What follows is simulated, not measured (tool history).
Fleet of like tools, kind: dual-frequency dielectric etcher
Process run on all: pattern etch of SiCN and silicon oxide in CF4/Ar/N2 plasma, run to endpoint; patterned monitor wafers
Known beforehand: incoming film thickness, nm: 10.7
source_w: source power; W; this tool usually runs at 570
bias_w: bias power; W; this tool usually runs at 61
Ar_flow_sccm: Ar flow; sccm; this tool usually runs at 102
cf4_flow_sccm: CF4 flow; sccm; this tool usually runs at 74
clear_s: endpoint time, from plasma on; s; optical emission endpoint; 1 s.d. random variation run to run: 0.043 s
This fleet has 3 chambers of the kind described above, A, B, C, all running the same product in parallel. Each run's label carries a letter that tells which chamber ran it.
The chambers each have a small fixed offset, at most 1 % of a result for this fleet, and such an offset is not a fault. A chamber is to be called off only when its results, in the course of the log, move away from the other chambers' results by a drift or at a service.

run,hour,source_w,bias_w,Ar_flow_sccm,cf4_flow_sccm,clear_s
1A,9.1,570,61,102,74,10.519
# hour 9.9: chamber C: CF4 flow controller replaced
2B,16,570,61,102,74,10.595
3C,29.9,570,61,102,74,10.479
4A,42.7,570,61,102,74,10.562
5C,51.2,570,61,102,89,10.222
6B,62.9,570,61,102,89,10.358
7C,71.3,570,61,102,89,10.181
8B,81.8,570,61,102,74,10.675
9A,95.4,570,61,102,74,10.587
10C,109.5,570,61,102,74,10.503
11B,122.4,570,61,102,74,10.609
12A,131.8,570,61,102,74,10.528
13B,145.2,570,61,102,74,10.689
14C,154.5,570,61,102,74,10.567
15A,161.4,570,61,86,56,10.838
16C,172.6,570,61,86,56,10.736
17B,184.9,570,61,86,56,10.777
# hour 185.2: chamber A: wet clean of the chamber
18A,191.5,570,61,102,74,10.075
19A,201.8,570,61,102,74,10.119
20B,214.1,470,61,102,74,12.684
21C,224,470,61,102,74,12.462
22A,233.1,470,61,102,74,11.948
# hour 239.4: chamber C: wet clean of the chamber
# hour 242.4: chamber B: wet clean of the chamber
23B,247.2,570,69,102,74,10.237
24C,254.5,570,69,102,74,10.045
25B,261,570,69,102,74,10.169
26C,272,570,61,102,74,10.464
27A,279.3,570,61,102,74,10.073
28B,293.6,660,61,102,74,9.2737
29A,302.9,660,61,102,74,8.8131
30C,316.1,660,61,102,74,9.2129
31C,328.5,570,61,102,74,10.571
32B,337.4,570,61,102,74,10.559
33A,346,570,61,102,74,10.072
34A,357.8,570,61,102,74,10.108
35C,370.4,570,61,102,74,10.592
36B,378.4,570,61,102,74,10.552
37B,388,570,61,102,74,10.623
# hour 397: chamber A: CF4 flow controller replaced
38C,397.3,570,61,102,74,10.549
39A,406.5,570,61,102,74,10.128

Predict what each chamber gives when all 3 of them run the settings below next.
40A,416.8,570,53,102,74,?
40B,416.8,570,53,102,74,?
40C,416.8,570,53,102,74,?

run,clear_s
40A,10.606
40B,11.123
40C,10.975
